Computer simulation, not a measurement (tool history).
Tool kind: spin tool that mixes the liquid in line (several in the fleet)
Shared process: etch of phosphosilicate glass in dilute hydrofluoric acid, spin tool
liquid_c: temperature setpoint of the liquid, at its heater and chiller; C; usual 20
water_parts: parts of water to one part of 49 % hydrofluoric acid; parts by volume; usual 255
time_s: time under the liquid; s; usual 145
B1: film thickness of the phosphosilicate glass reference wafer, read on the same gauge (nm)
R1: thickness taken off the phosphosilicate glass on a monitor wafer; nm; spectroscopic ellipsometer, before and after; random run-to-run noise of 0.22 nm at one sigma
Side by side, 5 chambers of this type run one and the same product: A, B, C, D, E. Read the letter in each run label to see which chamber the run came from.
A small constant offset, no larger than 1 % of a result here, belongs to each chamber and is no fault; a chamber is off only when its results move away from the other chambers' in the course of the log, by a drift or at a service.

-- hour=6.1 chamber C: hydrofluoric acid flow meter replaced
run 1A hour=7.3 | liquid_c=20 water_parts=255 time_s=145 | B1=79.996 | R1=45.504
run 2B hour=14.5 | liquid_c=20 water_parts=255 time_s=145 | B1=79.981 | R1=45.511
run 3E hour=19.6 | liquid_c=20 water_parts=255 time_s=145 | B1=79.997 | R1=45.345
run 4D hour=25.8 | liquid_c=20 water_parts=255 time_s=145 | B1=79.997 | R1=45.216
run 5C hour=29.9 | liquid_c=20 water_parts=255 time_s=145 | B1=79.988 | R1=44.899
run 6B hour=33.8 | liquid_c=20 water_parts=255 time_s=145 | B1=79.974 | R1=45.245
run 7D hour=40.7 | liquid_c=20 water_parts=255 time_s=145 | B1=79.997 | R1=45.357
-- hour=43.3 chamber D: hydrofluoric acid flow meter replaced
run 8A hour=48 | liquid_c=20 water_parts=255 time_s=145 | B1=79.988 | R1=45.127
run 9C hour=54.2 | liquid_c=20 water_parts=255 time_s=145 | B1=79.99 | R1=45.246
run 10E hour=58.8 | liquid_c=20 water_parts=255 time_s=145 | B1=80.032 | R1=45.427
-- hour=60.6 chamber B: thermometer replaced
run 11B hour=64.2 | liquid_c=20 water_parts=255 time_s=145 | B1=80.019 | R1=45.081
run 12A hour=67.5 | liquid_c=20 water_parts=255 time_s=145 | B1=80.009 | R1=45.211
run 13E hour=74.4 | liquid_c=20 water_parts=255 time_s=145 | B1=79.984 | R1=45.912
run 14D hour=80.3 | liquid_c=20 water_parts=255 time_s=145 | B1=80.013 | R1=45.357
run 15C hour=86.3 | liquid_c=20 water_parts=255 time_s=145 | B1=79.998 | R1=44.855
run 16D hour=93.6 | liquid_c=20 water_parts=255 time_s=145 | B1=79.988 | R1=45.2
run 17E hour=97.4 | liquid_c=20 water_parts=255 time_s=145 | B1=80.012 | R1=45.783
run 18B hour=103.5 | liquid_c=20 water_parts=255 time_s=145 | B1=80 | R1=45.388
run 19A hour=107.6 | liquid_c=20 water_parts=255 time_s=145 | B1=79.996 | R1=45.33
run 20C hour=111.7 | liquid_c=20 water_parts=255 time_s=145 | B1=79.998 | R1=44.588
run 21A hour=116.7 | liquid_c=20 water_parts=255 time_s=145 | B1=80.008 | R1=45.215
run 22B hour=120.4 | liquid_c=20 water_parts=255 time_s=145 | B1=79.976 | R1=45.283
run 23D hour=126.7 | liquid_c=20 water_parts=255 time_s=145 | B1=79.998 | R1=45.212
run 24C hour=133.9 | liquid_c=20 water_parts=255 time_s=145 | B1=79.983 | R1=45.016
run 25E hour=139.1 | liquid_c=20 water_parts=255 time_s=145 | B1=79.983 | R1=46.371
run 26C hour=143.1 | liquid_c=20 water_parts=255 time_s=145 | B1=79.99 | R1=44.348
run 27A hour=146.4 | liquid_c=20 water_parts=255 time_s=145 | B1=79.997 | R1=45.125
run 28D hour=152.2 | liquid_c=17 water_parts=255 time_s=200 | B1=80.008 | R1=55.879
run 29E hour=155.9 | liquid_c=17 water_parts=255 time_s=200 | B1=79.995 | R1=57.489
run 30B hour=161 | liquid_c=17 water_parts=255 time_s=200 | B1=80.004 | R1=55.981

Next, every chamber runs the same settings. What will each give?
run 31A hour=166.3 | liquid_c=20 water_parts=255 time_s=145 | R1=?
run 31B hour=166.3 | liquid_c=20 water_parts=255 time_s=145 | R1=?
run 31C hour=166.3 | liquid_c=20 water_parts=255 time_s=145 | R1=?
run 31D hour=166.3 | liquid_c=20 water_parts=255 time_s=145 | R1=?
run 31E hour=166.3 | liquid_c=20 water_parts=255 time_s=145 | R1=?

run=31A R1=45
run=31B R1=45.182
run=31C R1=45.116
run=31D R1=45.242
run=31E R1=47.403
